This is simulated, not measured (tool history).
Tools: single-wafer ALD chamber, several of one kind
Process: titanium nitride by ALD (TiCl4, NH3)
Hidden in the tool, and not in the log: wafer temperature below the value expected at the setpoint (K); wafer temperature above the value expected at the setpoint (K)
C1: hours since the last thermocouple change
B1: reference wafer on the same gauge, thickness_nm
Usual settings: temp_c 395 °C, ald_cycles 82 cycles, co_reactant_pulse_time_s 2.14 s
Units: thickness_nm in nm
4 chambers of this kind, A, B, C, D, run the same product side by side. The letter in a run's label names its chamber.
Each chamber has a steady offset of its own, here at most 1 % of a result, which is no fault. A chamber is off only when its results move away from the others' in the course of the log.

run 1D day=0.212 | temp_c=395 ald_cycles=82 co_reactant_pulse_time_s=2.14 | C1=1420.9 | B1=1.8303 | thickness_nm=1.8259
run 2C day=0.317 | temp_c=395 ald_cycles=82 co_reactant_pulse_time_s=2.14 | C1=442.2 | B1=1.8308 | thickness_nm=1.8137
run 3A day=0.471 | temp_c=395 ald_cycles=82 co_reactant_pulse_time_s=2.14 | C1=401.9 | B1=1.8305 | thickness_nm=1.8135
run 4B day=0.679 | temp_c=395 ald_cycles=82 co_reactant_pulse_time_s=2.14 | C1=1212.5 | B1=1.8308 | thickness_nm=1.8151
run 5A day=0.825 | temp_c=395 ald_cycles=82 co_reactant_pulse_time_s=2.14 | C1=410.4 | B1=1.8312 | thickness_nm=1.8098
run 6B day=0.942 | temp_c=395 ald_cycles=82 co_reactant_pulse_time_s=2.14 | C1=1218.8 | B1=1.831 | thickness_nm=1.8099
run 7C day=1.042 | temp_c=395 ald_cycles=82 co_reactant_pulse_time_s=2.14 | C1=459.6 | B1=1.8314 | thickness_nm=1.8159
run 8D day=1.204 | temp_c=395 ald_cycles=82 co_reactant_pulse_time_s=2.14 | C1=1444.7 | B1=1.8313 | thickness_nm=1.8265
run 9B day=1.379 | temp_c=395 ald_cycles=82 co_reactant_pulse_time_s=2.14 | C1=1229.3 | B1=1.8315 | thickness_nm=1.8087
run 10C day=1.488 | temp_c=395 ald_cycles=82 co_reactant_pulse_time_s=2.14 | C1=470.3 | B1=1.8321 | thickness_nm=1.8166
run 11A day=1.608 | temp_c=395 ald_cycles=82 co_reactant_pulse_time_s=2.14 | C1=429.2 | B1=1.8316 | thickness_nm=1.815
run 12D day=1.754 | temp_c=395 ald_cycles=82 co_reactant_pulse_time_s=2.14 | C1=1457.9 | B1=1.8318 | thickness_nm=1.8266
run 13D day=1.958 | temp_c=395 ald_cycles=82 co_reactant_pulse_time_s=2.14 | C1=1462.8 | B1=1.8322 | thickness_nm=1.8277
run 14B day=2.062 | temp_c=395 ald_cycles=82 co_reactant_pulse_time_s=2.14 | C1=1245.7 | B1=1.832 | thickness_nm=1.8126
run 15A day=2.225 | temp_c=395 ald_cycles=82 co_reactant_pulse_time_s=2.14 | C1=444 | B1=1.8327 | thickness_nm=1.8136
run 16C day=2.338 | temp_c=395 ald_cycles=82 co_reactant_pulse_time_s=2.14 | C1=490.7 | B1=1.8332 | thickness_nm=1.8213
run 17B day=2.483 | temp_c=395 ald_cycles=82 co_reactant_pulse_time_s=2.14 | C1=1255.8 | B1=1.833 | thickness_nm=1.8106
run 18C day=2.662 | temp_c=395 ald_cycles=82 co_reactant_pulse_time_s=2.14 | C1=498.5 | B1=1.8334 | thickness_nm=1.8177
run 19A day=2.829 | temp_c=395 ald_cycles=82 co_reactant_pulse_time_s=2.14 | C1=458.5 | B1=1.8332 | thickness_nm=1.8187
run 20D day=2.975 | temp_c=395 ald_cycles=82 co_reactant_pulse_time_s=2.14 | C1=1487.2 | B1=1.8339 | thickness_nm=1.8313
run 21C day=3.162 | temp_c=395 ald_cycles=82 co_reactant_pulse_time_s=2.14 | C1=510.5 | B1=1.8336 | thickness_nm=1.8235
run 22A day=3.338 | temp_c=395 ald_cycles=82 co_reactant_pulse_time_s=2.14 | C1=470.7 | B1=1.8341 | thickness_nm=1.8203
run 23B day=3.475 | temp_c=395 ald_cycles=82 co_reactant_pulse_time_s=1.47 | C1=1279.6 | B1=1.8334 | thickness_nm=1.7812
run 24D day=3.658 | temp_c=395 ald_cycles=82 co_reactant_pulse_time_s=1.47 | C1=1503.6 | B1=1.8345 | thickness_nm=1.795
run 25D day=3.804 | temp_c=395 ald_cycles=82 co_reactant_pulse_time_s=1.47 | C1=1507.1 | B1=1.8343 | thickness_nm=1.7987
run 26B day=4 | temp_c=395 ald_cycles=82 co_reactant_pulse_time_s=1.47 | C1=1292.2 | B1=1.8349 | thickness_nm=1.7822
run 27A day=4.15 | temp_c=395 ald_cycles=82 co_reactant_pulse_time_s=2.14 | C1=490.2 | B1=1.8347 | thickness_nm=1.8179
run 28C day=4.262 | temp_c=395 ald_cycles=82 co_reactant_pulse_time_s=2.14 | C1=536.9 | B1=1.8348 | thickness_nm=1.8196
run 29A day=4.408 | temp_c=395 ald_cycles=82 co_reactant_pulse_time_s=2.14 | C1=496.4 | B1=1.8354 | thickness_nm=1.817
run 30B day=4.517 | temp_c=395 ald_cycles=82 co_reactant_pulse_time_s=2.14 | C1=1304.6 | B1=1.8358 | thickness_nm=1.8145
run 31D day=4.671 | temp_c=395 ald_cycles=82 co_reactant_pulse_time_s=2.14 | C1=1527.9 | B1=1.8356 | thickness_nm=1.8284
run 32C day=4.867 | temp_c=395 ald_cycles=82 co_reactant_pulse_time_s=2.14 | C1=551.4 | B1=1.8357 | thickness_nm=1.8228
run 33C day=5 | temp_c=395 ald_cycles=82 co_reactant_pulse_time_s=1.74 | C1=554.6 | B1=1.836 | thickness_nm=1.8074
run 34A day=5.154 | temp_c=395 ald_cycles=82 co_reactant_pulse_time_s=1.74 | C1=514.3 | B1=1.8361 | thickness_nm=1.8009
run 35B day=5.275 | temp_c=395 ald_cycles=82 co_reactant_pulse_time_s=1.74 | C1=1322.8 | B1=1.8358 | thickness_nm=1.7986
run 36D day=5.421 | temp_c=395 ald_cycles=82 co_reactant_pulse_time_s=1.74 | C1=1545.9 | B1=1.836 | thickness_nm=1.8155
run 37A day=5.617 | temp_c=395 ald_cycles=82 co_reactant_pulse_time_s=2.14 | C1=525.4 | B1=1.8369 | thickness_nm=1.8202
run 38D day=5.738 | temp_c=395 ald_cycles=82 co_reactant_pulse_time_s=2.14 | C1=1553.5 | B1=1.8368 | thickness_nm=1.8321
run 39C day=5.879 | temp_c=395 ald_cycles=82 co_reactant_pulse_time_s=2.14 | C1=575.7 | B1=1.8371 | thickness_nm=1.8234
run 40B day=6.025 | temp_c=395 ald_cycles=82 co_reactant_pulse_time_s=2.14 | C1=1340.8 | B1=1.8369 | thickness_nm=1.8159
run 41C day=6.208 | temp_c=395 ald_cycles=82 co_reactant_pulse_time_s=2.14 | C1=583.6 | B1=1.8374 | thickness_nm=1.8233
run 42A day=6.338 | temp_c=395 ald_cycles=82 co_reactant_pulse_time_s=2.14 | C1=542.7 | B1=1.8374 | thickness_nm=1.8178
run 43B day=6.471 | temp_c=395 ald_cycles=82 co_reactant_pulse_time_s=1.51 | C1=1351.5 | B1=1.8374 | thickness_nm=1.7864

What goes on in this fleet: one chamber off, a drifting gauge, or nothing beyond the chambers' own small offsets? Name the chamber and the cause, if any.

The gauge drifts, so all chambers seem to drift together. No chamber is off.
Cause: gauge reads high (%) = 0.425.

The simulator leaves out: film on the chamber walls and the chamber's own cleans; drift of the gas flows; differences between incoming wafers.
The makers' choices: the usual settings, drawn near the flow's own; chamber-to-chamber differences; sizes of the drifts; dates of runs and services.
